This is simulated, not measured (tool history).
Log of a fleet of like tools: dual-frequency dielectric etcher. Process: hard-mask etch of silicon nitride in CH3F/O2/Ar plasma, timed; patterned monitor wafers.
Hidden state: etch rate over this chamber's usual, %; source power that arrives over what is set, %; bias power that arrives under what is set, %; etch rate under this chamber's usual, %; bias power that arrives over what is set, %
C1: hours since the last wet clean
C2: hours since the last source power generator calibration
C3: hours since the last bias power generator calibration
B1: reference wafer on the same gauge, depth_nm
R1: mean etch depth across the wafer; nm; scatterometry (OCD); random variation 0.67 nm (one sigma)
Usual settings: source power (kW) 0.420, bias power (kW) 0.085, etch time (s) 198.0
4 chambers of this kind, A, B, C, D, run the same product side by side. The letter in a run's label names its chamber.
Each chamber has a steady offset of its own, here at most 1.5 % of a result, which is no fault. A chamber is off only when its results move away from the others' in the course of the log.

Run 1B, hour 5.1: usual settings; C1 128.3; C2 24.1; C3 638.4; B1 143.97. Result: R1 148.89 nm.
Run 2C, hour 14.3: usual settings; C1 226.2; C2 395.3; C3 1053.1; B1 143.85. Result: R1 149.23 nm.
Run 3D, hour 23.7: usual settings; C1 98.1; C2 1950.6; C3 2911.2; B1 144.12. Result: R1 149.42 nm.
Run 4A, hour 33.7: usual settings; C1 386.9; C2 448.4; C3 1553.6; B1 143.93. Result: R1 148.33 nm.
Run 5C, hour 39.3: usual settings; C1 251.2; C2 420.3; C3 1078.1; B1 144.10. Result: R1 149.74 nm.
Run 6A, hour 50.1: usual settings; C1 403.3; C2 464.8; C3 1570.0; B1 143.85. Result: R1 149.05 nm.
Run 7B, hour 61.3: usual settings; C1 184.5; C2 80.3; C3 694.6; B1 143.98. Result: R1 149.33 nm.
Run 8D, hour 69.7: usual settings; C1 144.1; C2 1996.6; C3 2957.2; B1 144.06. Result: R1 148.56 nm.
Run 9B, hour 75.2: usual settings; C1 198.4; C2 94.2; C3 708.5; B1 143.93. Result: R1 149.71 nm.
Run 10C, hour 84.8: usual settings; C1 296.7; C2 465.8; C3 1123.6; B1 143.88. Result: R1 150.72 nm.
Run 11D, hour 91.2: usual settings but bias power (kW) 0.070; C1 165.6; C2 2018.1; C3 2978.7; B1 144.02. Result: R1 138.62 nm.
Run 12A, hour 98.7: usual settings but bias power (kW) 0.070; C1 451.9; C2 513.4; C3 1618.6; B1 143.99. Result: R1 138.93 nm.
Run 13C, hour 107.9: usual settings but bias power (kW) 0.070; C1 319.8; C2 488.9; C3 1146.7; B1 143.99. Result: R1 140.28 nm.
Run 14B, hour 118.3: usual settings but bias power (kW) 0.070; C1 241.5; C2 137.3; C3 751.6; B1 143.92. Result: R1 139.92 nm.
At hour 119.8: chamber A: wet clean of the chamber.
Run 15D, hour 124.9: usual settings but etch time (s) 217.5; C1 199.3; C2 2051.8; C3 3012.4; B1 144.14. Result: R1 163.09 nm.
Run 16A, hour 131.2: usual settings but etch time (s) 217.5; C1 11.5; C2 545.9; C3 1651.1; B1 144.03. Result: R1 162.62 nm.
Run 17C, hour 143.1: usual settings but etch time (s) 217.5; C1 355.0; C2 524.1; C3 1181.9; B1 143.74. Result: R1 163.85 nm.
Run 18B, hour 151.7: usual settings but etch time (s) 217.5; C1 274.9; C2 170.7; C3 785.0; B1 144.05. Result: R1 161.16 nm.
Run 19A, hour 162.6: usual settings; C1 42.9; C2 577.3; C3 1682.5; B1 144.20. Result: R1 148.32 nm.
Run 20D, hour 170.8: usual settings but bias power (kW) 0.101, etch time (s) 220.5; C1 245.2; C2 2097.7; C3 3058.3; B1 144.08. Result: R1 175.49 nm.
Run 21B, hour 179.7: usual settings but bias power (kW) 0.101, etch time (s) 220.5; C1 302.9; C2 198.7; C3 813.0; B1 144.02. Result: R1 173.77 nm.
Run 22A, hour 191.6: usual settings but bias power (kW) 0.101, etch time (s) 220.5; C1 71.9; C2 606.3; C3 1711.5; B1 143.87. Result: R1 176.54 nm.
Run 23D, hour 199.0: usual settings but bias power (kW) 0.101, etch time (s) 220.5; C1 273.4; C2 2125.9; C3 3086.5; B1 144.12. Result: R1 174.18 nm.
At hour 200.3: chamber C: wet clean of the chamber.
Run 24C, hour 204.6: usual settings; C1 4.4; C2 585.6; C3 1243.4; B1 144.12. Result: R1 148.31 nm.
Run 25D, hour 211.1: usual settings; C1 285.5; C2 2138.0; C3 3098.6; B1 143.99. Result: R1 148.91 nm.
Run 26A, hour 221.5: usual settings; C1 101.8; C2 636.2; C3 1741.4; B1 143.90. Result: R1 147.36 nm.
Run 27B, hour 229.1: usual settings but source power (kW) 0.380; C1 352.3; C2 248.1; C3 862.4; B1 144.13. Result: R1 139.79 nm.
Run 28C, hour 239.7: usual settings but source power (kW) 0.380; C1 39.5; C2 620.7; C3 1278.5; B1 144.17. Result: R1 143.77 nm.
Run 29C, hour 244.9: usual settings but source power (kW) 0.380; C1 44.7; C2 625.9; C3 1283.7; B1 144.06. Result: R1 143.65 nm.
At hour 245.3: chamber D: source power generator calibrated.
Run 30B, hour 256.0: usual settings but source power (kW) 0.380; C1 379.2; C2 275.0; C3 889.3; B1 143.96. Result: R1 137.82 nm.
Run 31D, hour 267.7: usual settings but bias power (kW) 0.092; C1 342.1; C2 22.5; C3 3155.2; B1 144.02. Result: R1 152.05 nm.
Run 32A, hour 277.3: usual settings but bias power (kW) 0.092; C1 157.6; C2 692.0; C3 1797.2; B1 143.86. Result: R1 153.05 nm.
Run 33D, hour 289.1: usual settings but bias power (kW) 0.092; C1 363.5; C2 43.9; C3 3176.6; B1 143.99. Result: R1 151.36 nm.
Run 34A, hour 300.1: usual settings but bias power (kW) 0.092; C1 180.4; C2 714.8; C3 1820.0; B1 144.11. Result: R1 153.18 nm.

All 4 chambers run these settings next. Forecast each chamber's results:
Run 35A, hour 308.6: usual settings but source power (kW) 0.500. Result: R1 ?.
Run 35B, hour 308.6: usual settings but source power (kW) 0.500. Result: R1 ?.
Run 35C, hour 308.6: usual settings but source power (kW) 0.500. Result: R1 ?.
Run 35D, hour 308.6: usual settings but source power (kW) 0.500. Result: R1 ?.

run      R1
35A  158.87
35B  151.98
35C  159.32
35D  158.02
